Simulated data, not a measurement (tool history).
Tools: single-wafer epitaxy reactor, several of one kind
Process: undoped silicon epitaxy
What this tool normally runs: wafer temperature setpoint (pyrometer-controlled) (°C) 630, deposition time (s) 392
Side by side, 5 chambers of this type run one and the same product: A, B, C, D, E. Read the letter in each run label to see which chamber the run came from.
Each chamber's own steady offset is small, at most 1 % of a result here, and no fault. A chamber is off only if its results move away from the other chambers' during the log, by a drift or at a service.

run,hour,wafer temperature setpoint (pyrometer-controlled) (°C),deposition time (s),hours since the last pyrometer calibration,"read-back reference wafer on the same gauge, thickness_nm",mean film thickness on the monitor wafer (Å)
1E,7.4,630,392,1305.7,38.98,425.1
2D,19.5,630,392,117.9,39.036,423.24
3A,30.3,630,392,1261.9,38.995,424.5
4B,37.8,630,392,1671.3,39.046,422.72
5C,50.9,630,392,540.6,39.06,420.93
6A,56.7,630,392,1288.3,38.989,425.92
7D,67.7,630,392,166.1,39.023,425.65
8C,75.7,630,392,565.4,38.994,418.64
9E,83.3,630,392,1381.6,39.001,422.76
10B,94.9,630,392,1728.4,39.019,427.09
11B,105.7,630,392,1739.2,38.977,424.51
12E,117.8,637,392,1416.1,38.996,499.64
13D,126.6,637,392,225,38.985,500.95
14A,136.7,637,392,1368.3,39.036,497.64
15C,148,637,392,637.7,38.994,492.36
16E,155.8,637,392,1454.1,39.02,493.19
17D,164.8,616,392,263.2,39.004,308.69
# hour 169.5: chamber B: pyrometer calibrated
18C,175.5,616,392,665.2,39.002,307.23
19B,184.3,616,392,14.8,39.015,303.73
# hour 184.5: chamber E: pyrometer calibrated
# hour 194.5: chamber A: pyrometer calibrated
20A,194.9,616,392,0.5,39.015,309.19
21A,205,616,392,10.6,39.011,307.1
22E,218.1,630,392,33.6,39.018,453.88
23B,227.5,630,392,58,38.984,419.44
24C,234.6,630,433,724.3,39.02,466.86
25D,243.7,630,433,342.1,38.976,465.21
26D,255,630,433,353.4,38.963,469.18
27C,261.7,630,433,751.4,39,463.74
28E,274,630,433,89.5,39.013,493.97
29B,282.3,630,392,112.8,38.965,421.5
30A,292.4,630,392,98,39.007,424.54

Next, every chamber runs the same settings. What will each give?
31A,301.8,625,392,,,?
31B,301.8,625,392,,,?
31C,301.8,625,392,,,?
31D,301.8,625,392,,,?
31E,301.8,625,392,,,?

run,mean film thickness on the monitor wafer (Å)
31A,381.1
31B,375.57
31C,374.54
31D,376.54
31E,403.97

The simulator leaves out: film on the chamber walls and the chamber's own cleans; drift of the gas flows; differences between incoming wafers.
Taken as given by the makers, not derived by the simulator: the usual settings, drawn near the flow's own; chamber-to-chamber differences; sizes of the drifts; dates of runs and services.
